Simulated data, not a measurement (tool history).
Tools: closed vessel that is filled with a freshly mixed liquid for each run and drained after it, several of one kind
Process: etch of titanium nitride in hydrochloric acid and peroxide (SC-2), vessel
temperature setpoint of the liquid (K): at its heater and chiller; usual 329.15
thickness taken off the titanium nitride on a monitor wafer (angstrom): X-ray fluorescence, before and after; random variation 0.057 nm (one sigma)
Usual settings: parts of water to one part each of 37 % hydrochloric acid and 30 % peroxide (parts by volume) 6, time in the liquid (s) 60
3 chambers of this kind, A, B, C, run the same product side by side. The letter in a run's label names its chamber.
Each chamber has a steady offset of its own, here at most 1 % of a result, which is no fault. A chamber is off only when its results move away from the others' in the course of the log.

run	hour	temperature setpoint of the liquid (K)	parts of water to one part each of 37 % hydrochloric acid and 30 % peroxide (parts by volume)	time in the liquid (s)	read-back film thickness of the titanium nitride reference wafer, read on the same gauge (nm)	thickness taken off the titanium nitride on a monitor wafer (angstrom)
1B	9.3	329.15	6	60	110.02	61.39
# hour 16.6: chamber A: new drum of peroxide connected
2C	19	329.15	6	60	109.96	62.334
3A	30	329.15	6	60	110.02	60.874
4C	40	329.15	6	60	109.98	61.809
5B	46	329.15	6	60	110.02	62.481
6A	54.1	329.15	6	60	110.02	61.141
7C	60.3	329.15	6	60	110.02	61.812
8A	71.2	323.65	6	70	109.99	50.534
9B	78.8	323.65	6	70	110	51.186
10A	86.7	323.65	6	70	109.98	49.62
11C	93.2	329.15	6	60	109.95	62.397
12B	103.1	324.65	6	90	109.99	71.858
13B	109.7	324.65	6	90	110	70.28
14A	115.4	324.65	6	90	110.01	70.212
15C	124.6	322.15	6	90	110.03	58.394
16C	130.6	322.15	6	90	110.02	57.345
17A	141.1	322.15	6	90	110	58.157
18B	152.5	329.15	6	60	109.98	65.094
19C	163.6	329.15	6	60	109.98	62.448
20A	171.5	329.15	6	60	109.96	61.659
21B	179.3	329.15	6	60	109.97	65.959
22A	187.1	334.65	7	60	110.02	77.903
23B	196.3	334.65	7	60	109.98	83.777
24C	201.4	334.65	7	60	110.04	78.406
25A	206.8	329.15	6	60	109.99	61.427
26C	213.1	329.15	6	60	110	61.851
27B	223.5	335.65	6	60	110	99.683
28C	230	335.65	6	60	110.04	94.514
29A	241	335.65	6	60	109.98	92.185
30B	247.8	329.15	6	60	109.99	67.917
31C	256.3	329.15	6	60	110.02	61.685
32A	266.1	329.15	6	60	110.01	61.443
33B	272.8	329.15	6	60	110.04	69.075

Is one chamber off against the others, does the gauge drift, or is nothing wrong? If a chamber is off, say which, and what the likeliest cause is.

Chamber B drifts away from the others.
Cause: liquid hotter than its thermometer reads (K) = 1.65.

Here are 4 candidates for chamber B's next run, each the usual settings with a change, their results left as question marks. Which one brings its results back in line with what the others give on the usual settings?
In line means no further than this from the other chambers' mean on the usual settings: thickness taken off the titanium nitride on a monitor wafer (angstrom) 2
34B-1	281	326.65	6.5	60		?
34B-2	281	330.65	6	60		?
34B-3	281	327.65	6	60		?
34B-4	281	329.15	6	75		?

The other chambers' mean on the usual settings: thickness taken off the titanium nitride on a monitor wafer (angstrom) 61.891
run	thickness taken off the titanium nitride on a monitor wafer (angstrom)
34B-1	54.852
34B-2	75.563
34B-3	62.234
34B-4	85.73
34B-3 brings the chamber back in line.
